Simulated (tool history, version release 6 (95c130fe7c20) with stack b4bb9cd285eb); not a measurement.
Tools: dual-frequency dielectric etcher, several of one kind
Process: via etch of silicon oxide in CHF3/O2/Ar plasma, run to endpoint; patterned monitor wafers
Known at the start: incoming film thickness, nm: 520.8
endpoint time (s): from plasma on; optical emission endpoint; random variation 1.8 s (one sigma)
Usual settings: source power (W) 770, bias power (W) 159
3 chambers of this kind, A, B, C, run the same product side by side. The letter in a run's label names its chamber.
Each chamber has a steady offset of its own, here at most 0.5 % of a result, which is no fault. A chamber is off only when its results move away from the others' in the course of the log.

| run | hour | source power (W) | bias power (W) | endpoint time (s) |
|---|---|---|---|---|
| 1C | 15.0 | 770 | 159 | 250.31 |
| 2B | 30.0 | 770 | 159 | 248.92 |
| 3A | 46.3 | 770 | 159 | 250.65 |
| 4B | 59.9 | 770 | 159 | 245.88 |
| 5C | 72.9 | 770 | 159 | 250.73 |
| 6A | 80.1 | 770 | 159 | 250.54 |
| 7A | 94.5 | 770 | 159 | 250.84 |
| 8C | 102.0 | 770 | 159 | 247.99 |
| 9B | 118.0 | 770 | 159 | 246.55 |
| 10A | 131.1 | 600 | 142 | 285.85 |
| 11C | 144.7 | 600 | 142 | 283.54 |
| 12B | 160.1 | 600 | 142 | 288.05 |
| 13C | 172.7 | 770 | 159 | 250.49 |
| 14A | 181.7 | 770 | 159 | 249.54 |
| 15B | 189.0 | 770 | 159 | 244.63 |
| 16B | 204.9 | 770 | 159 | 251.05 |
| 17A | 212.4 | 770 | 159 | 251.04 |
| 18C | 225.1 | 770 | 159 | 247.24 |
| 19B | 240.1 | 770 | 159 | 249.03 |
|  | 253.3 | chamber A: wet clean of the chamber |
| 20C | 256.5 | 770 | 159 | 251.25 |
| 21A | 264.7 | 600 | 193 | 262.56 |
| 22C | 280.3 | 600 | 193 | 260.76 |
| 23A | 288.9 | 600 | 193 | 258.45 |
| 24B | 301.4 | 770 | 159 | 248.62 |
|  | 304.1 | chamber C: bias power generator calibrated |
| 25C | 310.3 | 770 | 159 | 247.70 |
| 26B | 321.9 | 610 | 159 | 271.60 |
| 27A | 335.4 | 610 | 159 | 275.00 |
| 28C | 351.4 | 610 | 159 | 273.23 |
| 29B | 360.7 | 770 | 159 | 246.14 |
| 30A | 373.8 | 600 | 159 | 270.02 |
| 31A | 389.6 | 600 | 159 | 276.22 |
| 32C | 402.1 | 600 | 159 | 276.50 |
| 33B | 412.8 | 770 | 190 | 233.04 |
| 34C | 423.3 | 770 | 190 | 232.84 |
| 35A | 434.5 | 770 | 190 | 236.29 |
| 36B | 450.4 | 770 | 159 | 247.38 |
| 37A | 462.8 | 770 | 159 | 248.80 |
| 38B | 477.8 | 830 | 159 | 242.38 |
| 39C | 489.3 | 830 | 159 | 240.28 |
| 40B | 497.5 | 830 | 159 | 239.61 |
| 41A | 506.7 | 770 | 159 | 251.18 |
| 42C | 514.6 | 770 | 159 | 248.98 |

Is one chamber off against the others, does the gauge drift, or is nothing wrong? If a chamber is off, say which, and what the likeliest cause is.

No chamber stands off beyond its own small offset, and the gauge holds steady.

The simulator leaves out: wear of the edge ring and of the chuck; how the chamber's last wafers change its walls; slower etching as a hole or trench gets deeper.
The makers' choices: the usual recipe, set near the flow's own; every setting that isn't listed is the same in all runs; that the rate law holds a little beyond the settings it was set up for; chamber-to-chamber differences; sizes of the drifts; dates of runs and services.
